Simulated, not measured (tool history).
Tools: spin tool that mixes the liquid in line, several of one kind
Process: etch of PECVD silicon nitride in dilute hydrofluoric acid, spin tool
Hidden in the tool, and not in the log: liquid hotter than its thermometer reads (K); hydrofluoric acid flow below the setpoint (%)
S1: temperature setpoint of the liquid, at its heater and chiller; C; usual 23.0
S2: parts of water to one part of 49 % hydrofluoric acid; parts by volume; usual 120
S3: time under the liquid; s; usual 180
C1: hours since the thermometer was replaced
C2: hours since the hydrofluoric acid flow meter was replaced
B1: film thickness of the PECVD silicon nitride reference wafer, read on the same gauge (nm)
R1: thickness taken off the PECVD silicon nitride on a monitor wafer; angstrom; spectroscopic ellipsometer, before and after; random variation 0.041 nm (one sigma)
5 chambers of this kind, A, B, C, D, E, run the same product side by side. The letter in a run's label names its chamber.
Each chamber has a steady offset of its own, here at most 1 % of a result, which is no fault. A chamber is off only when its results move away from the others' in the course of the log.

run    day    S1   S2   S3      C1      C2      B1      R1
     0.221  -- chamber D: thermometer replaced
 1B  0.221  23.0  120  180    78.5   192.6  150.02  48.125
 2E  0.471  23.0  120  180  1273.9  1213.4  149.97  48.417
 3C  0.717  23.0  120  180   758.8   977.3  149.97  49.039
 4A  0.983  23.0  120  180  1687.0   938.8  150.03  48.224
 5D  1.242  23.0  120  180    24.5   421.4  150.03  48.498
 6B  1.367  23.0  120  180   106.0   220.1  149.98  48.756
 7D  1.504  23.0  120  180    30.8   427.7  150.03  49.288
 8E  1.746  23.0  120  180  1304.5  1244.0  150.03  48.466
 9A  1.908  23.0  120  180  1709.2   961.0  149.97  48.129
10C  2.083  23.0  120  180   791.6  1010.1  150.00  48.349
11E  2.358  23.0  120  180  1319.2  1258.7  150.01  47.887
12D  2.533  23.0  120  180    55.5   452.4  149.99  49.223
13A  2.667  23.0  120  180  1727.4   979.2  150.03  48.396
14C  2.804  23.0  120  180   808.9  1027.4  150.02  48.221
15B  2.929  23.0  120  180   143.5   257.6  150.00  47.820
16A  3.083  23.0  120  180  1737.4   989.2  150.03  48.804
17C  3.358  23.0  120  180   822.2  1040.7  150.04  48.223
18B  3.592  23.0  120  180   159.4   273.5  149.99  47.784
19D  3.742  23.0  120  180    84.5   481.4  149.99  48.889
20E  3.904  23.0  120  120  1356.3  1295.8  150.01  30.400
21D  4.158  23.0  120  120    94.5   491.4  150.02  32.859
22B  4.417  23.0  120  120   179.2   293.3  150.03  32.034
23C  4.542  23.0  120  120   850.6  1069.1  150.00  32.302
24E  4.788  23.0  120  120  1377.5  1317.0  149.97  30.537
25A  5.038  23.0  120  180  1784.3  1036.1  150.03  49.210
26B  5.238  27.0  120  180   198.9   313.0  149.95  62.275
27A  5.367  27.0  120  180  1792.2  1044.0  150.03  61.799
28D  5.521  27.0  120  180   127.2   524.1  149.95  63.571
29C  5.721  27.0  120  180   878.9  1097.4  150.06  62.974
30E  5.992  27.0  120  180  1406.4  1345.9  150.00  58.610
31A  6.246  19.5  170  180  1813.3  1065.1  150.04  27.456
32B  6.371  19.5  170  180   226.1   340.2  149.98  27.074
33C  6.512  19.5  170  180   897.9  1116.4  150.01  27.186
     6.633  -- chamber E: thermometer replaced
34D  6.775  19.5  170  180   157.3   554.2  149.99  27.695
35E  6.954  19.5  170  180     7.8  1369.0  150.06  24.770
36E  7.200  23.0  120  180    13.7  1374.9  150.00  44.349
37A  7.350  23.0  120  180  1839.8  1091.6  149.97  48.089
38D  7.538  23.0  120  180   175.6   572.5  150.01  48.490

All 5 chambers run these settings next. Forecast each chamber's results:
39A  7.738  23.0  120  180               ?
39B  7.738  23.0  120  180               ?
39C  7.738  23.0  120  180               ?
39D  7.738  23.0  120  180               ?
39E  7.738  23.0  120  180               ?

run      R1
39A  48.791
39B  48.342
39C  48.130
39D  48.856
39E  43.200

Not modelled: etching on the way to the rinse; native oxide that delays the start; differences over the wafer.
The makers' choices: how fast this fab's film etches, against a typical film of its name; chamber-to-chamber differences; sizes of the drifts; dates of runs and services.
